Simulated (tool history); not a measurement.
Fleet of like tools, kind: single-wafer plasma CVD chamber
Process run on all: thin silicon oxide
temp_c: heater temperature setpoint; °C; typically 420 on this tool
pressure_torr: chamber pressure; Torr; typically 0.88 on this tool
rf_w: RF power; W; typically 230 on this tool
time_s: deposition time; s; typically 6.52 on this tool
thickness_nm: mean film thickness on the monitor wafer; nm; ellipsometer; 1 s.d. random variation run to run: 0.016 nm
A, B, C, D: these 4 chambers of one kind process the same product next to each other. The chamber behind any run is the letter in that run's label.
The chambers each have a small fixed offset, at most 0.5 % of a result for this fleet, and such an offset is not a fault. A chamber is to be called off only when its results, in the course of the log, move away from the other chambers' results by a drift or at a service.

run	day	temp_c	pressure_torr	rf_w	time_s	hours since the last thermocouple change	hours since the last RF generator calibration	hours since the last manometer calibration	read-back reference wafer on the same gauge, thickness_nm	thickness_nm
# day 0.25: chamber B: capacitance manometer re-zeroed and calibrated
1C	0.317	420	0.88	230	6.52	1716.7	2203	1548.5	10.5	11.393
2A	0.492	420	0.88	230	6.52	1587.1	1428	1951.2	10.503	11.502
3D	0.838	420	0.88	230	6.52	2106.5	945.5	729.1	10.507	11.461
4B	1.125	420	0.88	230	6.52	590.4	204.6	21	10.507	11.412
5A	1.471	420	0.88	230	6.52	1610.6	1451.5	1974.7	10.511	11.491
6C	1.85	434	0.88	260	6.52	1753.5	2239.8	1585.3	10.51	11.99
7B	2.033	434	0.88	260	6.52	612.2	226.4	42.8	10.511	11.914
8D	2.212	434	0.88	260	6.52	2139.5	978.5	762.1	10.516	12.006
9A	2.454	434	0.88	260	6.52	1634.2	1475.1	1998.3	10.513	12.04
10B	2.775	420	1.082	230	6.52	630	244.2	60.6	10.514	13.354
11C	3.096	420	1.082	230	6.52	1783.4	2269.7	1615.2	10.522	13.372
12D	3.454	420	1.082	230	6.52	2169.3	1008.3	791.9	10.518	13.363
13B	3.788	420	1.082	230	6.52	654.3	268.5	84.9	10.521	13.369
14A	4.158	420	0.88	230	6.52	1675.1	1516	2039.2	10.52	11.497
15D	4.367	420	0.88	230	6.52	2191.2	1030.2	813.8	10.527	11.494
16C	4.571	420	0.88	210	6.52	1818.8	2305.1	1650.6	10.525	10.975
17B	4.767	420	0.88	210	6.52	677.8	292	108.4	10.526	10.955
18D	4.975	420	0.88	210	6.52	2205.8	1044.8	828.4	10.525	10.966
19C	5.15	420	0.88	210	6.52	1832.7	2319	1664.5	10.528	10.966
20A	5.333	420	0.88	230	6.52	1703.3	1544.2	2067.4	10.527	11.536
21D	5.604	420	0.88	230	6.52	2220.9	1059.9	843.5	10.53	11.469
22C	5.904	420	0.88	230	6.52	1850.8	2337.1	1682.6	10.536	11.445
23A	6.154	420	0.88	230	6.52	1723	1563.9	2087.1	10.534	11.541
24B	6.333	420	0.88	230	6.52	715.4	329.6	146	10.536	11.442
# day 6.354: chamber A: RF generator calibrated
25C	6.504	420	0.88	230	6.52	1865.2	2351.5	1697	10.537	11.439
26B	6.858	420	0.88	230	6.52	728	342.2	158.6	10.54	11.421
27A	7.125	420	0.88	230	6.52	1746.3	18.5	2110.4	10.541	11.552
28D	7.475	420	0.736	230	6.52	2265.8	1104.8	888.4	10.543	9.7595
29C	7.854	420	0.736	230	6.52	1897.6	2383.9	1729.4	10.547	9.6945
30A	8.238	420	0.736	230	6.52	1773	45.2	2137.1	10.55	9.7712
31D	8.571	420	0.736	230	6.52	2292.1	1131.1	914.7	10.548	9.7799
32B	8.775	420	0.88	230	6.52	774	388.2	204.6	10.549	11.463
33B	9.054	420	0.88	230	6.52	780.7	394.9	211.3	10.548	11.424
# day 9.133: chamber C: capacitance manometer re-zeroed and calibrated
34D	9.242	420	0.88	230	6.52	2308.2	1147.2	930.8	10.551	11.488
35A	9.517	420	0.88	230	6.52	1803.7	75.9	2167.8	10.552	11.543
36C	9.783	420	0.88	230	6.52	1943.9	2430.2	15.7	10.555	11.449
37B	9.996	420	0.757	230	5.96	803.3	417.5	233.9	10.556	9.1118
38C	10.188	420	0.757	230	5.96	1953.6	2439.9	25.4	10.555	9.1225
39A	10.417	420	0.757	230	5.96	1825.3	97.5	2189.4	10.56	9.2303

Each of the 4 chambers runs these same settings next. Fill in every chamber's results:
40A	10.696	420	0.697	230	6.52					?
40B	10.696	420	0.697	230	6.52					?
40C	10.696	420	0.697	230	6.52					?
40D	10.696	420	0.697	230	6.52					?

run	thickness_nm
40A	9.2721
40B	9.1082
40C	9.1838
40D	9.261

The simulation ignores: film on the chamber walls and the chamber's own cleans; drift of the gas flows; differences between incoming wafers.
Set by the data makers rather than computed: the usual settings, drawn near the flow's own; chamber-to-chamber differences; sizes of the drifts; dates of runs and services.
